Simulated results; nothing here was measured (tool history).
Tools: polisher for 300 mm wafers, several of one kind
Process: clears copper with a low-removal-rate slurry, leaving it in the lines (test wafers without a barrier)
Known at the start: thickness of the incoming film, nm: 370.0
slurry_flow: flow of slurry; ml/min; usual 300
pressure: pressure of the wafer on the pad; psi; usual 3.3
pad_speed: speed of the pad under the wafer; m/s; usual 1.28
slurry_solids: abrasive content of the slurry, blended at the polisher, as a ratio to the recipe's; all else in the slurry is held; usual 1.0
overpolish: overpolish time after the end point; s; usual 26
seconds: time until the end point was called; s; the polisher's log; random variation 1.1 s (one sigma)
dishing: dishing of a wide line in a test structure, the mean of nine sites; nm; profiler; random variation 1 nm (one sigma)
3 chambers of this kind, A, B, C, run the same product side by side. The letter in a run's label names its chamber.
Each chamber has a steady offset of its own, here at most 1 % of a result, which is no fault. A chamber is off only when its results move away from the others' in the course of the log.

run     day  slurry_flow  pressure  pad_speed  slurry_solids  overpolish  wafers polished on this pad  hours since the slurry nozzle was cleaned  hours since the head pressure was calibrated  hours since the slurry blender was calibrated  seconds  dishing
 1B   0.508          300       3.3       1.28            1.0          26                          638                                      527.7                                         120.5                                          213.0   78.854   68.944
 2A   0.833          300       3.3       1.28            1.0          26                          330                                      349.5                                         116.3                                          154.2   79.314   67.567
 3C   1.075          300       3.3       1.28            1.0          26                          332                                      292.0                                         231.4                                           73.1   76.584   70.528
 4A   1.312          300       3.3       1.28            1.0          26                          398                                      361.0                                         127.8                                          165.7   77.389   68.895
 5C   1.650          300       3.3       1.28            1.0          26                          414                                      305.8                                         245.2                                           86.9   77.650   71.120
 6B   2.042          300       3.3       1.28            1.0          26                          855                                      564.5                                         157.3                                          249.8   79.066   69.862
      2.062  -- chamber A: worn pad replaced by a new one
 7A   2.371          300       3.3       1.28            0.9          26                           43                                      386.4                                         153.2                                          191.1   78.320   69.070
      2.512  -- chamber B: slurry blender recalibrated
      2.675  -- chamber C: worn pad replaced by a new one
 8C   2.804          300       3.3       1.28            0.9          26                           18                                      333.5                                         272.9                                          114.6   79.792   67.863
 9B   3.175          300       3.3       1.28            0.9          26                         1016                                      591.7                                         184.5                                           15.9   81.178   69.222
      3.283  -- chamber C: slurry nozzle cleaned
10C   3.488          300       3.3       1.28            1.0          26                          115                                        5.0                                         289.3                                          131.0   76.771   70.022
11B   3.883          300       3.3       1.28            1.0          26                         1116                                      608.7                                         201.5                                           32.9   78.351   69.279
12A   4.371          300       3.3       1.28            1.0          26                          326                                      434.4                                         201.2                                          239.1   79.341   70.333
13B   4.608          300       3.3       1.28            1.0          26                         1219                                      626.1                                         218.9                                           50.3   80.167   66.655
14A   5.017          300       3.3       1.28            1.0          26                          418                                      449.9                                         216.7                                          254.6   77.812   67.467
15C   5.308          300       3.3       1.28            1.0          26                          372                                       48.7                                         333.0                                          174.7   77.757   70.158
      5.588  -- chamber A: worn pad replaced by a new one
16B   5.654          300       3.3       1.28            1.0          26                         1367                                      651.2                                         244.0                                           75.4   80.599   68.686
17C   5.879          300       3.3       1.10            1.0          26                          453                                       62.4                                         346.7                                          188.4   89.846   61.961
18A   6.262          300       3.3       1.10            1.0          26                           95                                      479.8                                         246.6                                          284.5   90.062   61.666
      6.317  -- chamber C: slurry blender recalibrated
      6.554  -- chamber C: worn pad replaced by a new one
19A   6.717          300       3.3       1.10            1.0          26                          160                                      490.7                                         257.5                                          295.4   93.513   61.936
20C   7.212          300       3.3       1.28            1.0          26                           93                                       94.4                                         378.7                                           21.5   77.583   69.492
21B   7.512          300       3.3       1.28            1.0          26                         1630                                      695.8                                         288.6                                          120.0   80.617   68.191
22B   7.742          300       3.3       1.28            1.0          26                         1662                                      701.3                                         294.1                                          125.5   83.293   66.147
23C   8.108          300       3.3       1.28            1.0          26                          220                                      115.9                                         400.2                                           43.0   79.082   69.445
24A   8.417          300       3.3       1.28            1.0          26                          400                                      531.5                                         298.3                                          336.2   80.746   68.282
25B   8.900          300       3.3       1.28            1.0          26                         1826                                      729.1                                         321.9                                          153.3   83.496   67.124
26A   9.362          300       3.3       1.28            1.0          26                          534                                      554.2                                         321.0                                          358.9   80.461   68.025
      9.367  -- chamber A: slurry blender recalibrated
      9.371  -- chamber A: head pressure recalibrated
27C   9.600          300       3.3       1.28            1.0          26                          431                                      151.7                                         436.0                                           78.8   79.329   71.156
      9.667  -- chamber A: worn pad replaced by a new one
28A  10.088          300       2.4       1.28            1.0          18                           60                                      571.6                                          17.2                                           17.3  108.240   40.028
29B  10.492          300       2.4       1.28            1.0          18                         2051                                      767.3                                         360.1                                          191.5  118.200   38.824
     10.771  -- chamber C: worn pad replaced by a new one
30C  10.925          300       2.4       1.28            1.0          18                           22                                      183.5                                         467.8                                          110.6  109.910   40.397
31A  11.362          300       3.3       1.28            1.0          26                          240                                      602.2                                          47.8                                           47.9   79.525   69.273
32B  11.654          300       3.3       1.28            1.0          26                         2216                                      795.2                                         388.0                                          219.4   85.266   66.156
33C  11.904          300       3.3       1.28            1.0          26                          160                                      207.0                                         491.3                                          134.1   79.005   68.741
34C  12.208          300       3.3       1.28            1.0          26                          203                                      214.3                                         498.6                                          141.4   79.890   68.498
35B  12.596          300       3.3       1.28            1.2          26                         2349                                      817.8                                         410.6                                          242.0   82.952   67.691

Next, every chamber runs the same settings. What will each give?
36A  12.962          300       3.3       1.28            1.0          26                                                                                                                                                                             ?        ?
36B  12.962          300       3.3       1.28            1.0          26                                                                                                                                                                             ?        ?
36C  12.962          300       3.3       1.28            1.0          26                                                                                                                                                                             ?        ?

run  seconds  dishing
36A   79.619   67.723
36B   87.604   65.924
36C   77.323   69.581
